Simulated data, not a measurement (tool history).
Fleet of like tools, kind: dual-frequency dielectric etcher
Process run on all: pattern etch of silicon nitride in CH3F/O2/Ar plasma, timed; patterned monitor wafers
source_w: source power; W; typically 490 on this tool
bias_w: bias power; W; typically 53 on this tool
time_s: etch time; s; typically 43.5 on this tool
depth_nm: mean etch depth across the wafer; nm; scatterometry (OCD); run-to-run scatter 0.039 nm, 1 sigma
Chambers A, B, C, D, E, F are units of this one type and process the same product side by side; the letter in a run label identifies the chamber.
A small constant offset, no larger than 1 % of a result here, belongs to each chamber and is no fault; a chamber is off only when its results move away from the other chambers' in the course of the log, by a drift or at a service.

run	hour	source_w	bias_w	time_s	hours since the last wet clean	hours since the last source power generator calibration	hours since the last bias power generator calibration	read-back reference wafer on the same gauge, depth_nm	depth_nm
# hour 3.3: chamber F: wet clean of the chamber
1F	3.7	490	53	43.5	0.4	1484.9	3298.1	24.896	29.729
# hour 6.7: chamber A: wet clean of the chamber
2C	9.8	490	53	43.5	148.7	172.7	1772.0	24.893	29.738
3A	15.1	490	53	43.5	8.5	4099.9	180.9	24.893	29.873
4D	18.4	490	53	43.5	560.5	792.8	2769.1	24.894	29.790
5B	22.9	490	53	43.5	226.8	856.9	520.9	24.879	29.593
6E	26.0	490	53	43.5	165.1	622.5	69.3	24.882	29.842
7F	32.0	490	53	43.5	28.7	1513.2	3326.4	24.879	29.697
8E	37.7	490	53	43.5	176.8	634.2	81.0	24.874	29.856
9C	40.7	490	53	43.5	179.6	203.6	1802.9	24.882	29.816
10A	44.6	490	53	43.5	38.0	4129.4	210.4	24.867	29.834
# hour 47.8: chamber D: wet clean of the chamber
11B	48.6	490	53	43.5	252.5	882.6	546.6	24.869	29.568
12D	52.2	490	53	43.5	4.5	826.6	2802.9	24.863	29.755
13A	57.8	490	53	43.5	51.2	4142.6	223.6	24.857	29.883
14C	61.3	490	53	39.0	200.2	224.2	1823.5	24.858	26.737
15F	65.4	490	53	39.0	62.1	1546.6	3359.8	24.854	26.598
16B	72.0	490	53	39.0	275.9	906.0	570.0	24.849	26.550
17D	76.3	490	53	39.0	28.6	850.7	2827.0	24.835	26.592
18E	80.0	490	53	39.0	219.1	676.5	123.3	24.837	26.674
19C	84.1	490	53	39.0	223.0	247.0	1846.3	24.841	26.664
20F	87.4	420	53	33.0	84.1	1568.6	3381.8	24.837	21.202
# hour 90.9: chamber A: source power generator calibrated
21B	91.9	420	53	33.0	295.8	925.9	589.9	24.843	21.082
22D	95.5	420	53	33.0	47.8	869.9	2846.2	24.837	21.162
23A	98.7	420	53	33.0	92.1	7.8	264.5	24.839	21.312
24E	101.9	420	53	33.0	241.0	698.4	145.2	24.844	21.261
25A	105.6	420	53	33.0	99.0	14.7	271.4	24.834	21.283
26D	112.2	490	53	43.5	64.5	886.6	2862.9	24.824	29.633
27C	115.8	490	62	37.0	254.7	278.7	1878.0	24.821	26.677
28B	121.4	490	62	37.0	325.3	955.4	619.4	24.816	26.428
29E	126.1	490	62	37.0	265.2	722.6	169.4	24.818	26.594
30F	130.8	490	62	37.0	127.5	1612.0	3425.2	24.809	26.488
31A	136.8	490	62	37.0	130.2	45.9	302.6	24.807	26.630
32F	139.7	490	62	37.0	136.4	1620.9	3434.1	24.811	26.457
33B	144.3	570	53	33.5	348.2	978.3	642.3	24.800	24.117
34D	150.0	570	53	33.5	102.3	924.4	2900.7	24.805	24.229
35C	153.6	570	53	33.5	292.5	316.5	1915.8	24.806	24.237
36E	158.2	570	53	33.5	297.3	754.7	201.5	24.785	24.306
37E	163.6	570	53	33.5	302.7	760.1	206.9	24.795	24.271
38B	169.1	570	53	33.5	373.0	1003.1	667.1	24.791	24.053
39F	172.9	490	53	43.5	169.6	1654.1	3467.3	24.776	29.635
40D	179.2	490	53	43.5	131.5	953.6	2929.9	24.788	29.541
41A	185.9	490	53	43.5	179.3	95.0	351.7	24.786	29.700
42C	191.7	490	53	43.5	330.6	354.6	1953.9	24.771	29.726
43C	194.7	490	53	43.5	333.6	357.6	1956.9	24.771	29.652

All 6 chambers run these settings next. Forecast each chamber's results:
44A	199.4	490	53	43.5					?
44B	199.4	490	53	43.5					?
44C	199.4	490	53	43.5					?
44D	199.4	490	53	43.5					?
44E	199.4	490	53	43.5					?
44F	199.4	490	53	43.5					?

run	depth_nm
44A	29.762
44B	29.461
44C	29.750
44D	29.665
44E	29.692
44F	29.530

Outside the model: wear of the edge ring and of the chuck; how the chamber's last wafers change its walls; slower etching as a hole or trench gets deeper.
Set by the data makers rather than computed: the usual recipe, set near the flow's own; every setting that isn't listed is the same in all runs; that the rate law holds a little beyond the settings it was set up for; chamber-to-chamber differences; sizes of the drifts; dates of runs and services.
